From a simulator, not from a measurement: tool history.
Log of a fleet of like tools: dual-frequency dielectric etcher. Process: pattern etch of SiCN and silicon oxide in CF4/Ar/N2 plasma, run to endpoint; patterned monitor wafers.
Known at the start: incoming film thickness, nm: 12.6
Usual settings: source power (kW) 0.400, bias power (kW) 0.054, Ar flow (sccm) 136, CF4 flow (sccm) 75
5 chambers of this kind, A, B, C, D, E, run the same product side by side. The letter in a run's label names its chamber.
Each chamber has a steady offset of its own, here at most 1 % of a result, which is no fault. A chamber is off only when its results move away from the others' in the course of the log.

| run | hour | source power (kW) | bias power (kW) | Ar flow (sccm) | CF4 flow (sccm) | hours since the last wet clean | hours since the last source power generator calibration | hours since the last bias power generator calibration | hours since the last Ar flow controller change | hours since the last CF4 flow controller change | endpoint time (s) |
|---|---|---|---|---|---|---|---|---|---|---|---|
| 1A | 8.2 | 0.400 | 0.054 | 136 | 75 | 73.8 | 166.0 | 3488.0 | 1277.1 | 5127.5 | 18.372 |
| 2C | 12.6 | 0.400 | 0.054 | 136 | 75 | 39.0 | 2581.7 | 2987.0 | 2560.2 | 1106.6 | 18.675 |
| 3D | 20.0 | 0.400 | 0.054 | 136 | 75 | 229.0 | 751.9 | 2067.1 | 1297.5 | 2656.3 | 18.751 |
| 4B | 28.3 | 0.400 | 0.054 | 136 | 75 | 72.5 | 2179.8 | 913.6 | 72.7 | 346.3 | 18.636 |
| 5E | 34.9 | 0.400 | 0.054 | 136 | 75 | 263.3 | 1060.0 | 2218.0 | 519.9 | 1695.3 | 18.582 |
| 6A | 42.1 | 0.400 | 0.054 | 136 | 75 | 107.7 | 199.9 | 3521.9 | 1311.0 | 5161.4 | 18.330 |
| 7D | 46.4 | 0.400 | 0.054 | 136 | 75 | 255.4 | 778.3 | 2093.5 | 1323.9 | 2682.7 | 18.678 |
| 8C | 51.4 | 0.400 | 0.054 | 136 | 75 | 77.8 | 2620.5 | 3025.8 | 2599.0 | 1145.4 | 18.646 |
| 9E | 57.7 | 0.400 | 0.054 | 136 | 75 | 286.1 | 1082.8 | 2240.8 | 542.7 | 1718.1 | 18.488 |
| 10B | 61.7 | 0.400 | 0.054 | 136 | 75 | 105.9 | 2213.2 | 947.0 | 106.1 | 379.7 | 18.650 |
| 11C | 70.1 | 0.400 | 0.054 | 136 | 75 | 96.5 | 2639.2 | 3044.5 | 2617.7 | 1164.1 | 18.774 |
| 12E | 76.6 | 0.400 | 0.054 | 136 | 75 | 305.0 | 1101.7 | 2259.7 | 561.6 | 1737.0 | 18.747 |
| 13B | 84.3 | 0.400 | 0.054 | 136 | 75 | 128.5 | 2235.8 | 969.6 | 128.7 | 402.3 | 18.519 |
| 14D | 87.9 | 0.400 | 0.054 | 136 | 75 | 296.9 | 819.8 | 2135.0 | 1365.4 | 2724.2 | 18.609 |
| 15A | 94.0 | 0.400 | 0.054 | 136 | 75 | 159.6 | 251.8 | 3573.8 | 1362.9 | 5213.3 | 18.379 |
| 16C | 99.0 | 0.400 | 0.065 | 121 | 75 | 125.4 | 2668.1 | 3073.4 | 2646.6 | 1193.0 | 17.131 |
|  | 99.6 | chamber B: source power generator calibrated |
| 17B | 104.3 | 0.400 | 0.065 | 121 | 75 | 148.5 | 4.8 | 989.6 | 148.7 | 422.3 | 16.624 |
| 18A | 109.0 | 0.400 | 0.065 | 121 | 75 | 174.6 | 266.8 | 3588.8 | 1377.9 | 5228.3 | 17.029 |
| 19D | 115.6 | 0.400 | 0.065 | 121 | 75 | 324.6 | 847.5 | 2162.7 | 1393.1 | 2751.9 | 17.007 |
| 20E | 122.9 | 0.400 | 0.065 | 121 | 75 | 351.3 | 1148.0 | 2306.0 | 607.9 | 1783.3 | 17.215 |
| 21C | 129.7 | 0.400 | 0.054 | 136 | 75 | 156.1 | 2698.8 | 3104.1 | 2677.3 | 1223.7 | 18.659 |
| 22D | 134.7 | 0.400 | 0.054 | 136 | 75 | 343.7 | 866.6 | 2181.8 | 1412.2 | 2771.0 | 18.710 |
| 23B | 138.4 | 0.400 | 0.054 | 136 | 75 | 182.6 | 38.9 | 1023.7 | 182.8 | 456.4 | 18.060 |
| 24E | 143.8 | 0.400 | 0.054 | 136 | 75 | 372.2 | 1168.9 | 2326.9 | 628.8 | 1804.2 | 18.429 |
| 25A | 148.2 | 0.400 | 0.054 | 136 | 75 | 213.8 | 306.0 | 3628.0 | 1417.1 | 5267.5 | 18.442 |
| 26A | 152.4 | 0.400 | 0.054 | 136 | 75 | 218.0 | 310.2 | 3632.2 | 1421.3 | 5271.7 | 18.380 |
| 27E | 158.8 | 0.400 | 0.054 | 136 | 75 | 387.2 | 1183.9 | 2341.9 | 643.8 | 1819.2 | 18.616 |
| 28D | 165.5 | 0.400 | 0.054 | 136 | 75 | 374.5 | 897.4 | 2212.6 | 1443.0 | 2801.8 | 18.587 |
| 29B | 169.5 | 0.400 | 0.054 | 136 | 75 | 213.7 | 70.0 | 1054.8 | 213.9 | 487.5 | 18.085 |
| 30C | 177.6 | 0.400 | 0.054 | 136 | 75 | 204.0 | 2746.7 | 3152.0 | 2725.2 | 1271.6 | 18.528 |
| 31E | 181.9 | 0.400 | 0.054 | 136 | 75 | 410.3 | 1207.0 | 2365.0 | 666.9 | 1842.3 | 18.573 |
|  | 182.1 | chamber D: wet clean of the chamber |
| 32A | 187.0 | 0.400 | 0.054 | 136 | 75 | 252.6 | 344.8 | 3666.8 | 1455.9 | 5306.3 | 18.499 |
| 33D | 194.9 | 0.400 | 0.054 | 136 | 75 | 12.9 | 926.8 | 2242.0 | 1472.4 | 2831.2 | 18.397 |
| 34C | 201.1 | 0.400 | 0.054 | 136 | 75 | 227.5 | 2770.2 | 3175.5 | 2748.7 | 1295.1 | 18.598 |
| 35B | 206.6 | 0.400 | 0.054 | 136 | 75 | 250.8 | 107.1 | 1091.9 | 251.0 | 524.6 | 18.101 |
| 36E | 211.1 | 0.370 | 0.054 | 136 | 75 | 439.5 | 1236.2 | 2394.2 | 696.1 | 1871.5 | 19.801 |
| 37A | 217.6 | 0.370 | 0.054 | 136 | 75 | 283.2 | 375.4 | 3697.4 | 1486.5 | 5336.9 | 19.548 |

Next, every chamber runs the same settings. What will each give?
| 38A | 223.6 | 0.360 | 0.054 | 136 | 75 |  |  |  |  |  | ? |
| 38B | 223.6 | 0.360 | 0.054 | 136 | 75 |  |  |  |  |  | ? |
| 38C | 223.6 | 0.360 | 0.054 | 136 | 75 |  |  |  |  |  | ? |
| 38D | 223.6 | 0.360 | 0.054 | 136 | 75 |  |  |  |  |  | ? |
| 38E | 223.6 | 0.360 | 0.054 | 136 | 75 |  |  |  |  |  | ? |

| run | endpoint time (s) |
|---|---|
| 38A | 20.292 |
| 38B | 19.568 |
| 38C | 20.579 |
| 38D | 20.463 |
| 38E | 20.262 |
